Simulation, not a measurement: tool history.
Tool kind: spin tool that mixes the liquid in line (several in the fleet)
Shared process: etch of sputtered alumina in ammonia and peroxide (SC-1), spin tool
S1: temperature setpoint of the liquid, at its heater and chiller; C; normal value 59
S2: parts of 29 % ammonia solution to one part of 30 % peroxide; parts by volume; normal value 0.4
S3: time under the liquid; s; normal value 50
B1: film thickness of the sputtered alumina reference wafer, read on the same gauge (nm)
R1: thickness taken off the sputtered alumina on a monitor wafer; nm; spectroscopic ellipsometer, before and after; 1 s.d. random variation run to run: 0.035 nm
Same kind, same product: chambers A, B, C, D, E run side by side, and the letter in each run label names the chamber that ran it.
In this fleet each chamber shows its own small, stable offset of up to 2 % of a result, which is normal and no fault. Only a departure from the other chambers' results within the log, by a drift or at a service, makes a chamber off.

run 1C hour=9.6 | S1=59 S2=0.4 S3=50 | B1=120.01 | R1=4.8294
run 2A hour=14.7 | S1=59 S2=0.4 S3=50 | B1=120.02 | R1=4.7944
run 3E hour=19.7 | S1=59 S2=0.4 S3=50 | B1=120.01 | R1=4.7323
run 4B hour=24.7 | S1=59 S2=0.4 S3=50 | B1=120.02 | R1=4.8314
run 5D hour=32.3 | S1=59 S2=0.4 S3=50 | B1=119.99 | R1=4.7803
run 6D hour=42.5 | S1=59 S2=0.4 S3=50 | B1=119.94 | R1=4.8125
run 7C hour=49.8 | S1=59 S2=0.4 S3=50 | B1=120.04 | R1=4.8209
run 8A hour=59.2 | S1=59 S2=0.4 S3=50 | B1=120.04 | R1=4.7838
-- hour=60.4 chamber A: new drum of ammonia solution connected
-- hour=68.3 chamber B: new drum of ammonia solution connected
run 9B hour=68.3 | S1=59 S2=0.4 S3=50 | B1=119.99 | R1=4.8054
run 10E hour=78.1 | S1=59 S2=0.4 S3=50 | B1=120.02 | R1=4.7238
run 11E hour=88.4 | S1=66.5 S2=0.55 S3=50 | B1=120.03 | R1=7.1838
run 12B hour=93.9 | S1=66.5 S2=0.55 S3=50 | B1=120.03 | R1=7.2882
run 13C hour=101.6 | S1=66.5 S2=0.55 S3=50 | B1=120.03 | R1=7.1879
run 14A hour=110 | S1=66.5 S2=0.55 S3=50 | B1=120.02 | R1=7.2446
run 15D hour=119.2 | S1=66.5 S2=0.55 S3=50 | B1=119.94 | R1=7.3312
-- hour=122.2 chamber B: heated supply line repaired
run 16D hour=127.7 | S1=59 S2=0.4 S3=50 | B1=119.97 | R1=4.7984
run 17E hour=137.6 | S1=59 S2=0.4 S3=50 | B1=120.01 | R1=4.7867
run 18A hour=143.8 | S1=59 S2=0.4 S3=50 | B1=120 | R1=4.8212
run 19C hour=154.3 | S1=59 S2=0.4 S3=50 | B1=120 | R1=4.8711
run 20B hour=160.4 | S1=59 S2=0.3 S3=50 | B1=120 | R1=4.712
run 21C hour=167.3 | S1=59 S2=0.3 S3=50 | B1=120.02 | R1=4.6614
run 22D hour=173.8 | S1=59 S2=0.3 S3=50 | B1=120.04 | R1=4.6638
run 23A hour=179.2 | S1=59 S2=0.3 S3=50 | B1=120.01 | R1=4.6522
run 24B hour=185.6 | S1=59 S2=0.3 S3=50 | B1=120.01 | R1=4.6551
run 25E hour=192.3 | S1=59 S2=0.4 S3=50 | B1=120 | R1=4.9115
run 26B hour=199.1 | S1=59 S2=0.55 S3=50 | B1=119.99 | R1=5.0775
run 27D hour=204.8 | S1=59 S2=0.55 S3=50 | B1=120 | R1=5.0707
run 28E hour=214 | S1=59 S2=0.55 S3=50 | B1=120.01 | R1=5.0882
run 29C hour=223.1 | S1=59 S2=0.55 S3=50 | B1=120.05 | R1=4.9659
run 30A hour=229.6 | S1=59 S2=0.55 S3=50 | B1=120.02 | R1=4.9804
run 31E hour=237.9 | S1=59 S2=0.4 S3=50 | B1=119.96 | R1=4.9409
-- hour=243 chamber E: new drum of ammonia solution connected
run 32D hour=248 | S1=59 S2=0.4 S3=50 | B1=119.97 | R1=4.8536
run 33A hour=257.5 | S1=59 S2=0.4 S3=50 | B1=120.01 | R1=4.8219
run 34B hour=262.4 | S1=59 S2=0.4 S3=50 | B1=119.98 | R1=4.8666
run 35C hour=267.4 | S1=59 S2=0.4 S3=50 | B1=120 | R1=4.7909
run 36B hour=272.4 | S1=65.5 S2=0.55 S3=50 | B1=120.02 | R1=6.9168
run 37A hour=282.1 | S1=65.5 S2=0.55 S3=50 | B1=120.02 | R1=6.8549
run 38E hour=288.5 | S1=65.5 S2=0.55 S3=50 | B1=119.99 | R1=7.2755
run 39D hour=295.2 | S1=65.5 S2=0.55 S3=50 | B1=120 | R1=6.9578
run 40C hour=304 | S1=65.5 S2=0.55 S3=50 | B1=119.99 | R1=6.8984
run 41C hour=312.8 | S1=59 S2=0.4 S3=70 | B1=119.96 | R1=6.7561

Read the log: is a single chamber off, either drifting away or since a service, is the gauge that measures every chamber drifting, or is nothing wrong beyond small per-chamber offsets? Name any odd chamber and what most likely caused it.

One chamber, E, drifts off from the rest bit by bit.
Cause: liquid hotter than its thermometer reads (K) = 1.72.

Chamber E could run next with any of the 4 candidate recipes listed below; each alters the usual settings, and their results appear as question marks. Which one brings its results back in line with what the other chambers deliver on the usual settings?
Allowed miss from the other chambers' usual-settings mean, per result, to count as in line: R1 0.12 nm
run 42E-1 hour=320.8 | S1=60.5 S2=0.4 S3=50 | R1=?
run 42E-2 hour=320.8 | S1=58.5 S2=0.4 S3=50 | R1=?
run 42E-3 hour=320.8 | S1=59 S2=0.2 S3=50 | R1=?
run 42E-4 hour=320.8 | S1=59.5 S2=0.4 S3=50 | R1=?

The mean the other chambers reach with the usual settings: R1 4.8213 nm
run=42E-1 R1=5.5904
run=42E-2 R1=5.041
run=42E-3 R1=4.8412
run=42E-4 R1=5.3082
Change 42E-3 lands the chamber within the allowed miss of the other chambers.
